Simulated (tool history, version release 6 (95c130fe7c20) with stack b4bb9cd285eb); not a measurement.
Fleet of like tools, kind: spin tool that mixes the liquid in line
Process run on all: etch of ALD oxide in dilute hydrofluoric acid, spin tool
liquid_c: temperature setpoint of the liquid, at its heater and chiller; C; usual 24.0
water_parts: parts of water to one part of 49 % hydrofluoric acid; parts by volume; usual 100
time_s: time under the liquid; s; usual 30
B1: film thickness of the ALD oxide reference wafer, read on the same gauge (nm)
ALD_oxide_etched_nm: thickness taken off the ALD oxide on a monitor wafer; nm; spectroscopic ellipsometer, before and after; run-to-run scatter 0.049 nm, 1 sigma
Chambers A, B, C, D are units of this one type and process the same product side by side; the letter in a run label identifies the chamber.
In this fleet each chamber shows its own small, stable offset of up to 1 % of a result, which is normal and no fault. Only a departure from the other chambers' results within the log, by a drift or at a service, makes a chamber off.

{"run": "1C", "day": 0.35, "liquid_c": 24.0, "water_parts": 100, "time_s": 30, "B1": 99.986, "ALD_oxide_etched_nm": 7.8292}
{"run": "2A", "day": 0.821, "liquid_c": 24.0, "water_parts": 100, "time_s": 30, "B1": 99.96, "ALD_oxide_etched_nm": 7.9005}
{"run": "3B", "day": 1.238, "liquid_c": 24.0, "water_parts": 100, "time_s": 30, "B1": 100.0, "ALD_oxide_etched_nm": 7.8999}
{"run": "4D", "day": 1.654, "liquid_c": 24.0, "water_parts": 100, "time_s": 30, "B1": 99.962, "ALD_oxide_etched_nm": 7.7296}
{"run": "5A", "day": 1.975, "liquid_c": 24.0, "water_parts": 100, "time_s": 30, "B1": 100.02, "ALD_oxide_etched_nm": 7.7584}
{"run": "6C", "day": 2.292, "liquid_c": 24.0, "water_parts": 100, "time_s": 30, "B1": 100.0, "ALD_oxide_etched_nm": 7.7358}
{"run": "7D", "day": 2.717, "liquid_c": 24.0, "water_parts": 100, "time_s": 30, "B1": 99.978, "ALD_oxide_etched_nm": 7.8187}
{"run": "8B", "day": 3.104, "liquid_c": 24.0, "water_parts": 100, "time_s": 30, "B1": 99.998, "ALD_oxide_etched_nm": 7.8511}
{"run": "9D", "day": 3.458, "liquid_c": 24.0, "water_parts": 100, "time_s": 30, "B1": 99.976, "ALD_oxide_etched_nm": 7.8743}
{"run": "10A", "day": 3.896, "liquid_c": 24.0, "water_parts": 100, "time_s": 30, "B1": 100.01, "ALD_oxide_etched_nm": 7.7169}
{"run": "11B", "day": 4.3, "liquid_c": 24.0, "water_parts": 100, "time_s": 30, "B1": 99.987, "ALD_oxide_etched_nm": 7.782}
{"run": "12C", "day": 4.654, "liquid_c": 24.0, "water_parts": 100, "time_s": 30, "B1": 99.991, "ALD_oxide_etched_nm": 7.8709}
{"run": "13C", "day": 5.017, "liquid_c": 24.0, "water_parts": 100, "time_s": 30, "B1": 99.981, "ALD_oxide_etched_nm": 7.812}
{"run": "14D", "day": 5.271, "liquid_c": 24.0, "water_parts": 100, "time_s": 30, "B1": 100.02, "ALD_oxide_etched_nm": 7.7599}
{"run": "15B", "day": 5.721, "liquid_c": 24.0, "water_parts": 100, "time_s": 30, "B1": 99.964, "ALD_oxide_etched_nm": 7.7808}
{"run": "16A", "day": 6.112, "liquid_c": 24.0, "water_parts": 100, "time_s": 30, "B1": 99.958, "ALD_oxide_etched_nm": 7.7546}
{"run": "17B", "day": 6.454, "liquid_c": 24.0, "water_parts": 100, "time_s": 30, "B1": 99.976, "ALD_oxide_etched_nm": 7.8784}
{"run": "18C", "day": 6.838, "liquid_c": 24.0, "water_parts": 100, "time_s": 30, "B1": 99.967, "ALD_oxide_etched_nm": 7.7816}
{"run": "19D", "day": 7.167, "liquid_c": 24.0, "water_parts": 100, "time_s": 30, "B1": 99.985, "ALD_oxide_etched_nm": 7.7884}
{"run": "20A", "day": 7.567, "liquid_c": 24.0, "water_parts": 100, "time_s": 30, "B1": 99.998, "ALD_oxide_etched_nm": 7.7085}
{"run": "21B", "day": 8.029, "liquid_c": 24.0, "water_parts": 100, "time_s": 30, "B1": 99.988, "ALD_oxide_etched_nm": 7.8356}
{"run": "22D", "day": 8.517, "liquid_c": 24.0, "water_parts": 100, "time_s": 30, "B1": 100.01, "ALD_oxide_etched_nm": 7.8852}
{"day": 8.754, "done": "chamber A: hydrofluoric acid flow meter replaced"}
{"run": "23C", "day": 8.792, "liquid_c": 24.0, "water_parts": 100, "time_s": 30, "B1": 99.984, "ALD_oxide_etched_nm": 7.7429}
{"run": "24A", "day": 9.029, "liquid_c": 24.0, "water_parts": 100, "time_s": 30, "B1": 100.0, "ALD_oxide_etched_nm": 7.7999}
{"run": "25B", "day": 9.433, "liquid_c": 24.0, "water_parts": 100, "time_s": 30, "B1": 99.985, "ALD_oxide_etched_nm": 7.8083}
{"run": "26A", "day": 9.804, "liquid_c": 24.0, "water_parts": 100, "time_s": 30, "B1": 100.0, "ALD_oxide_etched_nm": 7.7344}
{"run": "27C", "day": 10.233, "liquid_c": 21.5, "water_parts": 100, "time_s": 30, "B1": 100.01, "ALD_oxide_etched_nm": 7.058}
{"run": "28D", "day": 10.55, "liquid_c": 21.5, "water_parts": 100, "time_s": 30, "B1": 99.996, "ALD_oxide_etched_nm": 7.0591}
{"run": "29B", "day": 11.004, "liquid_c": 21.5, "water_parts": 100, "time_s": 30, "B1": 100.0, "ALD_oxide_etched_nm": 7.1549}
{"run": "30C", "day": 11.312, "liquid_c": 21.5, "water_parts": 100, "time_s": 30, "B1": 100.02, "ALD_oxide_etched_nm": 7.1281}
{"run": "31D", "day": 11.7, "liquid_c": 24.0, "water_parts": 100, "time_s": 30, "B1": 99.991, "ALD_oxide_etched_nm": 7.8418}
{"run": "32A", "day": 12.133, "liquid_c": 24.0, "water_parts": 70, "time_s": 15, "B1": 100.03, "ALD_oxide_etched_nm": 5.7639}
{"run": "33C", "day": 12.379, "liquid_c": 24.0, "water_parts": 70, "time_s": 15, "B1": 99.991, "ALD_oxide_etched_nm": 5.8545}
{"run": "34A", "day": 12.808, "liquid_c": 24.0, "water_parts": 70, "time_s": 15, "B1": 99.962, "ALD_oxide_etched_nm": 5.7096}
{"run": "35B", "day": 13.108, "liquid_c": 24.0, "water_parts": 70, "time_s": 15, "B1": 100.03, "ALD_oxide_etched_nm": 5.8379}
{"run": "36D", "day": 13.471, "liquid_c": 24.0, "water_parts": 100, "time_s": 30, "B1": 99.99, "ALD_oxide_etched_nm": 7.7623}
{"run": "37D", "day": 13.75, "liquid_c": 24.0, "water_parts": 100, "time_s": 30, "B1": 99.98, "ALD_oxide_etched_nm": 7.7833}
{"run": "38A", "day": 14.188, "liquid_c": 24.0, "water_parts": 100, "time_s": 30, "B1": 100.02, "ALD_oxide_etched_nm": 7.8364}
{"run": "39C", "day": 14.517, "liquid_c": 24.0, "water_parts": 100, "time_s": 30, "B1": 99.991, "ALD_oxide_etched_nm": 7.8216}
{"run": "40B", "day": 15.004, "liquid_c": 24.0, "water_parts": 100, "time_s": 30, "B1": 99.993, "ALD_oxide_etched_nm": 7.8545}

Decide between three cases: one chamber stands off from its peers, the gauge reading all wafers drifts, or nothing is wrong past each chamber's small offset. Where a chamber is off, say which and what most likely put it there.

No chamber stands off beyond its own small offset, and the gauge holds steady.

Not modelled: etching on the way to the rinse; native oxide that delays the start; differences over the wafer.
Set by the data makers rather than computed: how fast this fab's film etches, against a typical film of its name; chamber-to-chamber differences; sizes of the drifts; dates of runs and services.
